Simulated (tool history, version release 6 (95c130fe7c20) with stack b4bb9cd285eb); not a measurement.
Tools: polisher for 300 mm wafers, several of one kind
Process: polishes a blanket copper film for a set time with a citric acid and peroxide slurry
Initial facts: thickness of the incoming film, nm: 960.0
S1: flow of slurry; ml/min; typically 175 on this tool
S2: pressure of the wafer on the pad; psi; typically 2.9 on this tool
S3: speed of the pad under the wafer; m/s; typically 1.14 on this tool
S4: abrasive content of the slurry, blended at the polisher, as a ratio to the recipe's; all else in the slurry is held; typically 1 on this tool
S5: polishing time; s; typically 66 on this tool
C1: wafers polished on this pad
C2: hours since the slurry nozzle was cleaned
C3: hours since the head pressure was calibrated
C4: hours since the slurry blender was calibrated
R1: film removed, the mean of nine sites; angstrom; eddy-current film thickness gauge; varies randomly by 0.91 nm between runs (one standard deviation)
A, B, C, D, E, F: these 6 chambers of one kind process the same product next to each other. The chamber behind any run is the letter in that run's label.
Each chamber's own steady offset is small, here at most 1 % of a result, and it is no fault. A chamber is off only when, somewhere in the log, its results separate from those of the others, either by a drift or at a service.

run	hour	S1	S2	S3	S4	S5	C1	C2	C3	C4	R1
# hour 2.7: chamber C: slurry nozzle cleaned
1A	9.3	175	2.9	1.14	1	66	605	958.4	1178.1	109.1	1483.7
# hour 10.5: chamber A: slurry nozzle cleaned
# hour 12.7: chamber F: slurry blender recalibrated
2F	14.6	175	2.9	1.14	1	66	779	429.9	553.9	1.9	1494.5
# hour 15: chamber B: head pressure recalibrated
# hour 17.6: chamber C: worn pad replaced by a new one
3B	19.3	175	2.9	1.14	1	66	640	166	4.3	114.1	1497
# hour 20.3: chamber F: slurry nozzle cleaned
# hour 22.9: chamber B: worn pad replaced by a new one
4E	23.7	175	2.9	1.14	1	66	488	591.8	301.2	176.9	1482.6
5D	28.8	175	2.9	1.14	1	66	759	45.4	165.5	58.3	1486.3
# hour 38.2: chamber A: worn pad replaced by a new one
6C	38.7	175	2.9	1.14	1	66	255	36	798	414.5	1481.1
# hour 39.8: chamber A: head pressure recalibrated
# hour 40.1: chamber D: worn pad replaced by a new one
7E	46.4	175	2.9	1.14	1	66	763	614.5	323.9	199.6	1510.6
8F	52.5	145	2.9	0.84	1	66	1238	32.2	591.8	39.8	1072.9
# hour 57.2: chamber C: slurry blender recalibrated
9C	60.3	145	2.9	0.84	1	66	516	57.6	819.6	3.2	1079.2
# hour 65.4: chamber B: slurry blender recalibrated
# hour 66.3: chamber E: slurry blender recalibrated
10A	68.5	145	2.9	0.84	1	66	367	58.1	28.7	168.3	1080.8
# hour 68.9: chamber E: worn pad replaced by a new one
11B	77.3	145	2.9	0.84	1	66	659	224	62.3	12	1084.3
12D	82.3	145	2.9	0.84	1	66	510	98.9	219	111.8	1067.2
# hour 85.7: chamber B: worn pad replaced by a new one
# hour 86.4: chamber C: worn pad replaced by a new one
13B	88.7	145	2.9	0.84	1	66	37	235.4	73.7	23.4	1075.2
14D	95	175	2.9	1.14	1	66	664	111.6	231.7	124.5	1488.1
15F	99.5	140	2.9	1.5	1	66	1806	79.2	638.8	86.8	1850.5
# hour 99.7: chamber E: slurry nozzle cleaned
16A	107.9	140	2.9	1.5	1	66	843	97.5	68.1	207.7	1853.2
17C	116.9	140	2.9	1.5	1	66	370	114.2	876.2	59.8	1851.9
18E	126.8	140	2.9	1.5	1	66	701	27.1	404.3	60.6	1908.9
# hour 131.6: chamber A: worn pad replaced by a new one
# hour 134.2: chamber D: worn pad replaced by a new one
19D	136	140	2.9	1.5	1	66	22	152.6	272.7	165.5	1866.8
# hour 137.2: chamber B: slurry nozzle cleaned
# hour 143.9: chamber E: worn pad replaced by a new one
20A	145.8	140	2.9	1.5	1	66	172	135.4	106	245.6	1855
# hour 147.4: chamber C: worn pad replaced by a new one
# hour 149.7: chamber B: worn pad replaced by a new one
21C	150.7	175	2.9	1.14	1	66	40	148	910	93.6	1502.4
22E	158.9	175	2.9	1.14	1	66	181	59.2	436.4	92.7	1502.3
23F	167.9	175	2.9	1.14	1	66	2634	147.6	707.2	155.2	1451.1
24B	172.4	175	2.9	1.14	1	66	275	35.3	157.4	107.1	1507.8
25A	178.4	175	2.9	1.14	1	66	566	168	138.6	278.2	1489.4
26B	182.9	175	2.9	1.14	1	66	402	45.8	167.9	117.6	1507.7
# hour 187.6: chamber D: slurry blender recalibrated
27E	189	175	2.9	1.14	1	66	545	89.3	466.5	122.8	1497.1
28D	196.4	175	2.9	1.14	1	66	753	213	333.1	8.8	1487.8
29F	205.8	175	2.9	1.14	1	66	3092	185.5	745.1	193.1	1453.1
# hour 209.1: chamber D: worn pad replaced by a new one
# hour 212.3: chamber B: worn pad replaced by a new one
# hour 214: chamber C: worn pad replaced by a new one
30C	215.6	175	2.9	1.14	1	66	19	212.9	974.9	158.5	1491.4
# hour 218.4: chamber E: worn pad replaced by a new one
31E	223.3	175	2.9	1.14	1	66	60	123.6	500.8	157.1	1516.9
# hour 228.3: chamber A: worn pad replaced by a new one
32F	228.8	175	2.9	1.14	1	66	3370	208.5	768.1	216.1	1440.8
33D	239.1	175	2.9	1.14	1	66	363	255.7	375.8	51.5	1498.9
# hour 247: chamber B: slurry blender recalibrated
34A	248.7	175	2.9	1.14	1	66	247	238.3	208.9	348.5	1504.2
35C	258.6	175	3.3	1.14	1	48	540	255.9	1017.9	201.5	1231.4
# hour 262.7: chamber E: slurry blender recalibrated
# hour 265.6: chamber A: slurry blender recalibrated
36B	268.5	175	3.3	1.14	1	48	680	131.4	253.5	21.5	1240.3
# hour 271.3: chamber B: worn pad replaced by a new one
37E	273.1	175	3.3	1.14	1	48	662	173.4	550.6	10.5	1240.9
# hour 276.1: chamber C: head pressure recalibrated
38F	279.2	175	3.3	1.14	1	48	3980	258.9	818.5	266.5	1181.6
# hour 282.6: chamber C: worn pad replaced by a new one
39C	284.6	175	3.3	1.14	1	48	24	281.9	8.6	227.5	1239.1
40A	292.3	175	3.3	1.14	1	48	775	281.9	252.5	26.7	1235.8
41B	297.8	175	3.3	1.14	1	50	320	160.7	282.8	50.8	1283.9
42D	306	175	3.3	1.14	1	50	1172	322.6	442.7	118.4	1273.7

Is one chamber off against the others, does the gauge drift, or is nothing wrong? If a chamber is off, say which, and what the likeliest cause is.

Chamber F drifts away from the others.
Cause: removal rate lost through wear of the pad, % = 5.87.
The log may not separate it from: slurry flow missing at the pad, %; head's pressure below its setpoint, %; abrasive missing from the slurry, %.

Which of the 4 candidates below, each the usual settings with something changed and its results left as question marks, puts chamber F back in line with what the other chambers give on the usual settings?
In-line tolerance around the mean of the other chambers on the usual settings: R1 32 angstrom
43F-1	313.4	175	2.9	1.14	1	67					?
43F-2	313.4	175	2.9	1.14	1	65					?
43F-3	313.4	255	2.9	1.14	1	66					?
43F-4	313.4	175	2.9	1.08	1	66					?

On the usual settings, the other chambers give on average: R1 1493.5 angstrom
run	R1
43F-1	1440.4
43F-2	1397.4
43F-3	1487.2
43F-4	1347
It is 43F-3 that realigns the chamber with its peers.

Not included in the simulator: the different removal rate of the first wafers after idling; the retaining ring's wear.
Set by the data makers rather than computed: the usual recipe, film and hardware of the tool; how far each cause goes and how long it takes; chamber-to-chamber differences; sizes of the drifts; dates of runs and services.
